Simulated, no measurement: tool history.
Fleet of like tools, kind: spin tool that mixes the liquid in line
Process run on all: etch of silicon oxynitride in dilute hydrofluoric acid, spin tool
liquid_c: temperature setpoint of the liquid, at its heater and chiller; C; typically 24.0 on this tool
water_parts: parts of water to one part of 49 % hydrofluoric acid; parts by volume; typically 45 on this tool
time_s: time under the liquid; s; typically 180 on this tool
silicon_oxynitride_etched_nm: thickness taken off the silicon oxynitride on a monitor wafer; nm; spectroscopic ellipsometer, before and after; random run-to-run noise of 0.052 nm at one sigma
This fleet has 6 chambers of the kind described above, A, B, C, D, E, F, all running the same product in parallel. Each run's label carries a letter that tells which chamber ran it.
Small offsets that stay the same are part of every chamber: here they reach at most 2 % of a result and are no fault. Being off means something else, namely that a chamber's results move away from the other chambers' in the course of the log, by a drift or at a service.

run     day  liquid_c  water_parts  time_s  read-back film thickness of the silicon oxynitride reference wafer, read on the same gauge (nm)  silicon_oxynitride_etched_nm
 1C   0.221      24.0           45     180                                                                                           110.02                        6.8706
 2A   0.475      24.0           45     180                                                                                           109.96                        6.6850
 3E   0.946      24.0           45     180                                                                                           110.01                        6.8149
 4B   1.350      24.0           45     180                                                                                           110.00                        6.7662
 5F   1.579      24.0           45     180                                                                                           109.98                        6.7963
 6D   1.975      24.0           45     180                                                                                           110.00                        6.7839
 7D   2.308      24.0           45     180                                                                                           110.00                        6.8824
 8F   2.762      24.0           45     180                                                                                           109.97                        6.9149
 9B   3.158      24.0           45     180                                                                                           110.00                        6.8106
10C   3.392      24.0           45     180                                                                                           110.03                        6.8681
11A   3.617      24.0           45     180                                                                                           109.98                        6.6813
12E   3.875      26.5           45     180                                                                                           109.96                        7.7126
13D   4.267      26.5           45     180                                                                                           110.02                        7.6540
      4.558  -- chamber C: thermometer replaced
14F   4.692      26.5           45     180                                                                                           110.00                        7.8959
15A   4.908      26.5           45     180                                                                                           109.99                        7.5062
16C   5.154      26.5           45     180                                                                                           110.00                        7.6850
      5.250  -- chamber B: hydrofluoric acid flow meter replaced
17E   5.542      26.5           45     180                                                                                           110.00                        7.6151
18B   5.796      24.0           45     180                                                                                           110.05                        6.6862
19A   6.067      24.0           45     180                                                                                           110.03                        6.6708
20D   6.350      24.0           45     180                                                                                           109.98                        6.8083
21E   6.842      24.0           45     180                                                                                           110.04                        6.7625
22F   7.096      24.0           45     180                                                                                           109.99                        7.0247
23B   7.533      24.0           45     180                                                                                           110.04                        6.7821
24C   7.817      24.0           45     180                                                                                           110.00                        6.8537
25C   8.225      24.0           35     180                                                                                           110.02                        8.8179
26E   8.638      24.0           35     180                                                                                           109.99                        8.9019
27B   8.983      24.0           35     180                                                                                           109.99                        8.6725
28A   9.196      24.0           35     180                                                                                           109.99                        8.7456
29D   9.483      24.0           35     180                                                                                           110.00                        8.8960
30F   9.829      24.0           35     180                                                                                           110.03                        9.2432
31A  10.125      24.0           45     180                                                                                           109.96                        6.7765
32F  10.392      24.0           45     180                                                                                           110.01                        7.0903
33D  10.654      24.0           45     180                                                                                           109.99                        6.8455
34B  11.050      24.0           45     180                                                                                           110.01                        6.8207
35E  11.346      24.0           45     180                                                                                           109.98                        6.9326
36C  11.708      24.0           45     180                                                                                           110.01                        6.8588
37F  11.962      24.0           45     180                                                                                           110.04                        7.1500
38E  12.238      24.0           45     180                                                                                           110.00                        6.6777
39A  12.546      24.0           45     180                                                                                           109.98                        6.6321
40B  12.950      24.0           45     180                                                                                           109.97                        6.7393

All 6 chambers run these settings next. Forecast each chamber's results:
41A  13.304      24.0           45     115                                                                                                                              ?
41B  13.304      24.0           45     115                                                                                                                              ?
41C  13.304      24.0           45     115                                                                                                                              ?
41D  13.304      24.0           45     115                                                                                                                              ?
41E  13.304      24.0           45     115                                                                                                                              ?
41F  13.304      24.0           45     115                                                                                                                              ?

run  silicon_oxynitride_etched_nm
41A                        4.2432
41B                        4.3555
41C                        4.3492
41D                        4.3854
41E                        4.3818
41F                        4.6685
